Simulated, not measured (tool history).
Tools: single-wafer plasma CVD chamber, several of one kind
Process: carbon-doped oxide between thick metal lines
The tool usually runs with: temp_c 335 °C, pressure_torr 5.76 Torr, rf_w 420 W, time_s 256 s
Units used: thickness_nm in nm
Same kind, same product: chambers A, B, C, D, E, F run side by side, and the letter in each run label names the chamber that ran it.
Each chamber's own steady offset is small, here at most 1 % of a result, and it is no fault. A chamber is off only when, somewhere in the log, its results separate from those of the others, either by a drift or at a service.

| run | hour | temp_c | pressure_torr | rf_w | time_s | hours since the last thermocouple change | hours since the last RF generator calibration | hours since the last manometer calibration | read-back reference wafer on the same gauge, thickness_nm | thickness_nm |
|---|---|---|---|---|---|---|---|---|---|---|
| 1A | 10.9 | 335 | 5.76 | 420 | 256 | 129.6 | 601.7 | 400.2 | 1410.8 | 1215.60 |
| 2E | 17.7 | 335 | 5.76 | 420 | 256 | 232.0 | 1901.6 | 602.2 | 1410.0 | 1213.80 |
| 3B | 24.5 | 335 | 5.76 | 420 | 256 | 1096.2 | 1735.5 | 1928.5 | 1410.6 | 1225.90 |
|  | 28.2 | chamber B: thermocouple changed; heater temperature recalibrated |
| 4F | 33.1 | 335 | 5.76 | 420 | 256 | 688.5 | 1546.8 | 53.1 | 1410.8 | 1217.50 |
| 5D | 43.3 | 335 | 5.76 | 420 | 256 | 172.9 | 979.0 | 330.9 | 1411.2 | 1215.60 |
| 6C | 49.9 | 335 | 5.76 | 420 | 256 | 462.3 | 355.2 | 1054.2 | 1411.2 | 1213.80 |
| 7D | 61.8 | 335 | 5.76 | 420 | 256 | 191.4 | 997.5 | 349.4 | 1411.6 | 1217.10 |
| 8F | 69.2 | 335 | 5.76 | 420 | 256 | 724.6 | 1582.9 | 89.2 | 1411.5 | 1220.10 |
| 9C | 79.2 | 335 | 5.76 | 420 | 256 | 491.6 | 384.5 | 1083.5 | 1412.5 | 1212.40 |
| 10E | 89.4 | 324 | 5.76 | 355 | 256 | 303.7 | 1973.3 | 673.9 | 1412.2 | 1116.50 |
| 11A | 99.9 | 324 | 5.76 | 355 | 256 | 218.6 | 690.7 | 489.2 | 1412.7 | 1120.00 |
| 12B | 110.9 | 324 | 5.76 | 355 | 256 | 82.7 | 1821.9 | 2014.9 | 1413.0 | 1127.00 |
| 13E | 118.8 | 324 | 5.76 | 355 | 256 | 333.1 | 2002.7 | 703.3 | 1413.2 | 1117.20 |
| 14A | 127.5 | 324 | 5.76 | 355 | 256 | 246.2 | 718.3 | 516.8 | 1414.0 | 1115.20 |
| 15F | 136.1 | 324 | 5.76 | 355 | 256 | 791.5 | 1649.8 | 156.1 | 1413.6 | 1113.90 |
| 16B | 147.7 | 335 | 5.76 | 420 | 256 | 119.5 | 1858.7 | 2051.7 | 1413.9 | 1234.50 |
| 17C | 158.7 | 335 | 5.76 | 420 | 256 | 571.1 | 464.0 | 1163.0 | 1415.2 | 1216.40 |
| 18D | 164.6 | 335 | 5.76 | 380 | 221 | 294.2 | 1100.3 | 452.2 | 1415.1 | 977.86 |
| 19C | 176.7 | 335 | 5.76 | 380 | 221 | 589.1 | 482.0 | 1181.0 | 1415.6 | 970.75 |
| 20D | 183.2 | 335 | 5.76 | 380 | 221 | 312.8 | 1118.9 | 470.8 | 1415.7 | 981.91 |
| 21E | 190.9 | 335 | 5.76 | 380 | 221 | 405.2 | 2074.8 | 775.4 | 1415.3 | 979.52 |
| 22F | 201.7 | 335 | 5.76 | 380 | 221 | 857.1 | 1715.4 | 221.7 | 1416.0 | 978.29 |
|  | 207.7 | chamber A: RF generator calibrated |
| 23B | 210.8 | 335 | 5.76 | 380 | 221 | 182.6 | 1921.8 | 2114.8 | 1416.5 | 990.82 |
| 24A | 223.0 | 335 | 5.76 | 420 | 256 | 341.7 | 15.4 | 612.3 | 1416.8 | 1225.80 |
| 25A | 228.7 | 335 | 5.76 | 420 | 296 | 347.4 | 21.1 | 618.0 | 1416.8 | 1417.70 |
| 26E | 237.0 | 335 | 5.76 | 420 | 296 | 451.3 | 2120.9 | 821.5 | 1416.8 | 1415.80 |
| 27F | 244.3 | 335 | 5.76 | 420 | 296 | 899.7 | 1758.0 | 264.3 | 1417.2 | 1410.80 |
| 28D | 250.0 | 335 | 5.76 | 420 | 296 | 379.6 | 1185.7 | 537.6 | 1416.7 | 1409.70 |
| 29B | 261.8 | 335 | 5.76 | 420 | 296 | 233.6 | 1972.8 | 2165.8 | 1417.0 | 1424.30 |
| 30C | 269.6 | 335 | 5.76 | 420 | 296 | 682.0 | 574.9 | 1273.9 | 1417.7 | 1404.90 |
| 31C | 279.5 | 335 | 5.76 | 420 | 256 | 691.9 | 584.8 | 1283.8 | 1418.4 | 1214.70 |
| 32A | 285.6 | 335 | 5.76 | 420 | 256 | 404.3 | 78.0 | 674.9 | 1419.0 | 1228.70 |
| 33E | 295.8 | 335 | 5.76 | 420 | 256 | 510.1 | 2179.7 | 880.3 | 1419.2 | 1224.10 |
| 34D | 302.7 | 335 | 5.76 | 420 | 256 | 432.3 | 1238.4 | 590.3 | 1418.8 | 1224.40 |
| 35F | 313.8 | 335 | 5.76 | 420 | 256 | 969.2 | 1827.5 | 333.8 | 1419.3 | 1222.20 |
|  | 317.8 | chamber B: capacitance manometer re-zeroed and calibrated |
| 36B | 321.6 | 335 | 5.76 | 420 | 256 | 293.4 | 2032.6 | 3.9 | 1419.1 | 1232.00 |
| 37A | 327.9 | 327 | 5.76 | 420 | 213 | 446.6 | 120.3 | 717.2 | 1420.5 | 1048.20 |
| 38C | 334.6 | 327 | 5.76 | 420 | 213 | 747.0 | 639.9 | 1338.9 | 1420.0 | 1042.10 |

Is one chamber off against the others, does the gauge drift, or is nothing wrong? If a chamber is off, say which, and what the likeliest cause is.

Every chamber seems to shift together because the gauge that measures them all drifts; the chambers themselves are fine.
What lies behind it: gauge reads high (%) = 0.717.
